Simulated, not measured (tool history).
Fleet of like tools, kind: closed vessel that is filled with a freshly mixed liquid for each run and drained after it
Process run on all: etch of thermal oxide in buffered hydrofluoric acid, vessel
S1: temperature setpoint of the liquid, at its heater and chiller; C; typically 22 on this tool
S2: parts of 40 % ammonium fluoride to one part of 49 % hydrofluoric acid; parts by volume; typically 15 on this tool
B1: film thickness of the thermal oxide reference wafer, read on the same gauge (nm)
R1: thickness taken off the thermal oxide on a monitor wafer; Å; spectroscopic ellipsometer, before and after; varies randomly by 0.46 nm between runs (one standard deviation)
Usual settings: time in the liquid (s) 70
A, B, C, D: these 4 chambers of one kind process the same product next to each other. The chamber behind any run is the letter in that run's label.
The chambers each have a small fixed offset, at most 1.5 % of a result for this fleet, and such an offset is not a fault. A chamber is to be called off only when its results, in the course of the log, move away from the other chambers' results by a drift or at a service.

Run 1B, day 0.438: usual settings; B1 99.964. Result: R1 495.96 Å.
Run 2C, day 0.862: usual settings; B1 100.03. Result: R1 492.39 Å.
Run 3D, day 1.329: usual settings; B1 99.974. Result: R1 474.3 Å.
Run 4A, day 1.646: usual settings; B1 100.04. Result: R1 481.18 Å.
Run 5C, day 1.917: usual settings; B1 100.03. Result: R1 482.91 Å.
Run 6A, day 2.196: usual settings; B1 100.01. Result: R1 481.74 Å.
Run 7B, day 2.625: usual settings; B1 100.01. Result: R1 493.63 Å.
Run 8D, day 3: usual settings; B1 99.967. Result: R1 486.99 Å.
Run 9B, day 3.275: usual settings; B1 99.951. Result: R1 494.65 Å.
Run 10C, day 3.688: usual settings; B1 100.02. Result: R1 484.84 Å.
Run 11D, day 4.117: usual settings but S2 12 parts by volume, time in the liquid (s) 95; B1 99.984. Result: R1 817.14 Å.
Run 12A, day 4.346: usual settings but S2 12 parts by volume, time in the liquid (s) 95; B1 100.03. Result: R1 807.5 Å.
Run 13C, day 4.617: usual settings but S2 12 parts by volume, time in the liquid (s) 95; B1 100. Result: R1 826.26 Å.
Run 14B, day 5.1: usual settings but S2 12 parts by volume, time in the liquid (s) 95; B1 99.998. Result: R1 837.54 Å.
Run 15A, day 5.588: usual settings; B1 99.95. Result: R1 481.72 Å.
Run 16D, day 6.067: usual settings; B1 100.02. Result: R1 478.83 Å.
Run 17D, day 6.3: usual settings; B1 100.02. Result: R1 480.31 Å.
Run 18A, day 6.633: usual settings; B1 100.04. Result: R1 481.65 Å.
Run 19C, day 6.992: usual settings but S1 19.5 C, S2 20 parts by volume; B1 99.965. Result: R1 327.42 Å.
Run 20B, day 7.338: usual settings but S1 19.5 C, S2 20 parts by volume; B1 100.02. Result: R1 323.05 Å.
Run 21D, day 7.738: usual settings but S1 19.5 C, S2 20 parts by volume; B1 100.06. Result: R1 313.4 Å.
Run 22C, day 8.204: usual settings but S1 19.5 C, S2 20 parts by volume; B1 99.974. Result: R1 325.82 Å.
Run 23B, day 8.646: usual settings; B1 100.01. Result: R1 496.96 Å.
Run 24A, day 8.929: usual settings but S1 20 C, S2 20.5 parts by volume; B1 99.981. Result: R1 313.88 Å.
Run 25B, day 9.275: usual settings but S1 20 C, S2 20.5 parts by volume; B1 99.984. Result: R1 329.05 Å.
Run 26D, day 9.729: usual settings but S1 20 C, S2 20.5 parts by volume; B1 100.02. Result: R1 320.68 Å.
Run 27C, day 10.196: usual settings but S1 20 C, S2 20.5 parts by volume; B1 99.986. Result: R1 334.15 Å.
Run 28A, day 10.662: usual settings; B1 99.987. Result: R1 484.94 Å.
Run 29B, day 11.092: usual settings; B1 100.03. Result: R1 494.47 Å.
Run 30D, day 11.492: usual settings but S1 24 C, time in the liquid (s) 105; B1 100.05. Result: R1 811.47 Å.
Run 31A, day 11.767: usual settings but S1 24 C, time in the liquid (s) 105; B1 100.02. Result: R1 809.98 Å.
Run 32C, day 12.154: usual settings but S1 24 C, time in the liquid (s) 105; B1 100. Result: R1 858.07 Å.
Run 33D, day 12.608: usual settings but S1 24 C, time in the liquid (s) 105; B1 99.924. Result: R1 819.76 Å.
Run 34B, day 13.067: usual settings; B1 100.03. Result: R1 492.52 Å.
Run 35C, day 13.5: usual settings but S1 17.5 C; B1 100.01. Result: R1 402.69 Å.
Run 36A, day 13.95: usual settings but S1 17.5 C; B1 99.926. Result: R1 371.02 Å.
Run 37B, day 14.171: usual settings but S1 17.5 C; B1 100.05. Result: R1 381.46 Å.
Run 38A, day 14.529: usual settings but S1 17.5 C; B1 99.961. Result: R1 372.6 Å.
Run 39D, day 14.75: usual settings but S1 18.5 C, time in the liquid (s) 55; B1 100. Result: R1 308.21 Å.
Run 40C, day 15.171: usual settings but S1 18.5 C, time in the liquid (s) 55; B1 99.984. Result: R1 341.1 Å.
Run 41C, day 15.475: usual settings but S1 18.5 C, time in the liquid (s) 55; B1 100.03. Result: R1 340.27 Å.

Predict what each chamber gives when all 4 of them run the settings below next.
Run 42A, day 15.821: usual settings but S1 19.5 C. Result: R1 ?.
Run 42B, day 15.821: usual settings but S1 19.5 C. Result: R1 ?.
Run 42C, day 15.821: usual settings but S1 19.5 C. Result: R1 ?.
Run 42D, day 15.821: usual settings but S1 19.5 C. Result: R1 ?.

run      R1
42A  417.16
42B   429.5
42C   458.1
42D  416.83
